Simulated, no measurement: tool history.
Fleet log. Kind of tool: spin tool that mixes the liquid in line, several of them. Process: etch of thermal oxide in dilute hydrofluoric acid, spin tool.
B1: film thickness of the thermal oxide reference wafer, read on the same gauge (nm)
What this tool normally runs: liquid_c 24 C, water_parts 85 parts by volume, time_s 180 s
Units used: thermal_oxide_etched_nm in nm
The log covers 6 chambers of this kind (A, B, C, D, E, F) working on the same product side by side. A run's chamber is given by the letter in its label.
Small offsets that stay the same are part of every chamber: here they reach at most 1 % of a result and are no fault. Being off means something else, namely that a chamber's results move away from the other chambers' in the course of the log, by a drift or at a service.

Run 1D, hour 7.1: usual settings; B1 100.000. Result: thermal_oxide_etched_nm 10.2880 nm.
Run 2F, hour 17.5: usual settings; B1 99.986. Result: thermal_oxide_etched_nm 10.3670 nm.
Run 3E, hour 29.5: usual settings; B1 100.010. Result: thermal_oxide_etched_nm 10.4620 nm.
Run 4C, hour 38.3: usual settings; B1 99.988. Result: thermal_oxide_etched_nm 10.3350 nm.
Run 5A, hour 46.6: usual settings; B1 100.000. Result: thermal_oxide_etched_nm 10.2080 nm.
Run 6B, hour 54.8: usual settings; B1 99.999. Result: thermal_oxide_etched_nm 10.3580 nm.
Run 7D, hour 62.7: usual settings; B1 99.962. Result: thermal_oxide_etched_nm 10.2240 nm.
Run 8A, hour 68.5: usual settings; B1 99.987. Result: thermal_oxide_etched_nm 10.2750 nm.
Run 9B, hour 74.7: usual settings but water_parts 105 parts by volume, time_s 255 s; B1 100.030. Result: thermal_oxide_etched_nm 11.7060 nm.
Run 10F, hour 81.7: usual settings but water_parts 105 parts by volume, time_s 255 s; B1 100.010. Result: thermal_oxide_etched_nm 11.5000 nm.
Run 11E, hour 90.7: usual settings but water_parts 105 parts by volume, time_s 255 s; B1 99.966. Result: thermal_oxide_etched_nm 11.6750 nm.
Run 12C, hour 101.7: usual settings but water_parts 105 parts by volume, time_s 255 s; B1 99.997. Result: thermal_oxide_etched_nm 11.6510 nm.
Run 13C, hour 111.0: usual settings but water_parts 105 parts by volume, time_s 255 s; B1 100.020. Result: thermal_oxide_etched_nm 11.7030 nm.
Run 14B, hour 121.8: usual settings but water_parts 105 parts by volume, time_s 255 s; B1 99.986. Result: thermal_oxide_etched_nm 11.6190 nm.
At hour 123.3: chamber E: hydrofluoric acid flow meter replaced.
Run 15D, hour 128.9: usual settings; B1 99.997. Result: thermal_oxide_etched_nm 10.1840 nm.
Run 16F, hour 138.3: usual settings; B1 100.010. Result: thermal_oxide_etched_nm 10.3770 nm.
Run 17E, hour 145.8: usual settings; B1 100.010. Result: thermal_oxide_etched_nm 10.3900 nm.
Run 18A, hour 152.4: usual settings; B1 100.030. Result: thermal_oxide_etched_nm 10.4110 nm.
Run 19D, hour 158.8: usual settings; B1 100.020. Result: thermal_oxide_etched_nm 10.0910 nm.
Run 20C, hour 168.9: usual settings; B1 100.000. Result: thermal_oxide_etched_nm 10.2460 nm.
Run 21E, hour 181.0: usual settings; B1 99.987. Result: thermal_oxide_etched_nm 10.5240 nm.
Run 22A, hour 186.9: usual settings; B1 100.050. Result: thermal_oxide_etched_nm 10.2320 nm.
Run 23F, hour 194.1: usual settings but liquid_c 28 C, time_s 250 s; B1 99.965. Result: thermal_oxide_etched_nm 17.1230 nm.
Run 24B, hour 202.0: usual settings but liquid_c 28 C, time_s 250 s; B1 100.010. Result: thermal_oxide_etched_nm 16.6980 nm.
Run 25F, hour 211.2: usual settings but liquid_c 28 C, time_s 250 s; B1 99.994. Result: thermal_oxide_etched_nm 16.8290 nm.
Run 26E, hour 217.4: usual settings but liquid_c 28 C, time_s 250 s; B1 100.010. Result: thermal_oxide_etched_nm 16.9650 nm.
Run 27D, hour 222.8: usual settings but liquid_c 28 C, time_s 250 s; B1 99.986. Result: thermal_oxide_etched_nm 16.0900 nm.
Run 28C, hour 232.6: usual settings but liquid_c 28 C, time_s 250 s; B1 100.020. Result: thermal_oxide_etched_nm 16.8220 nm.
Run 29B, hour 242.2: usual settings; B1 99.988. Result: thermal_oxide_etched_nm 10.4550 nm.
Run 30A, hour 253.4: usual settings; B1 100.010. Result: thermal_oxide_etched_nm 10.3060 nm.
Run 31F, hour 260.5: usual settings; B1 100.030. Result: thermal_oxide_etched_nm 10.2140 nm.
Run 32C, hour 270.4: usual settings; B1 100.000. Result: thermal_oxide_etched_nm 10.2660 nm.
Run 33A, hour 277.6: usual settings; B1 99.961. Result: thermal_oxide_etched_nm 10.2930 nm.
Run 34B, hour 285.3: usual settings; B1 99.968. Result: thermal_oxide_etched_nm 10.3570 nm.
Run 35D, hour 296.0: usual settings; B1 99.999. Result: thermal_oxide_etched_nm 9.8296 nm.
Run 36E, hour 307.5: usual settings; B1 99.967. Result: thermal_oxide_etched_nm 10.4590 nm.
Run 37F, hour 318.7: usual settings; B1 100.010. Result: thermal_oxide_etched_nm 10.3860 nm.
Run 38C, hour 327.1: usual settings; B1 100.000. Result: thermal_oxide_etched_nm 10.2990 nm.
Run 39B, hour 335.0: usual settings; B1 99.946. Result: thermal_oxide_etched_nm 10.2040 nm.

One chamber off, gauge drift, or nothing amiss beyond the chambers' own small offsets? If it is a chamber, which one, and what is the likeliest cause?

Chamber D drifts away from the others.
Likeliest cause: liquid colder than its thermometer reads (K) = 1.34.
The log may not separate it from: hydrofluoric acid flow below the setpoint (%).

Below are 4 candidate recipes for chamber D's next run, each the usual settings with a change, their results shown as question marks. Which of them brings D's results back in line with what the other chambers give on the usual settings?
Allowed miss from the other chambers' usual-settings mean, per result, to count as in line: thermal_oxide_etched_nm 0.2300 nm
Run 40D-1, hour 343.8: usual settings but liquid_c 21.5 C. Result: thermal_oxide_etched_nm ?.
Run 40D-2, hour 343.8: usual settings but liquid_c 25.5 C. Result: thermal_oxide_etched_nm ?.
Run 40D-3, hour 343.8: usual settings but time_s 200 s. Result: thermal_oxide_etched_nm ?.
Run 40D-4, hour 343.8: usual settings but liquid_c 22.5 C. Result: thermal_oxide_etched_nm ?.

The other chambers' mean on the usual settings: thermal_oxide_etched_nm 10.3460 nm
  run  thermal_oxide_etched_nm
40D-1                   8.7518
40D-2                  10.3250
40D-3                  10.7870
40D-4                   9.1241
With 40D-2, the chamber falls back in line with the rest.
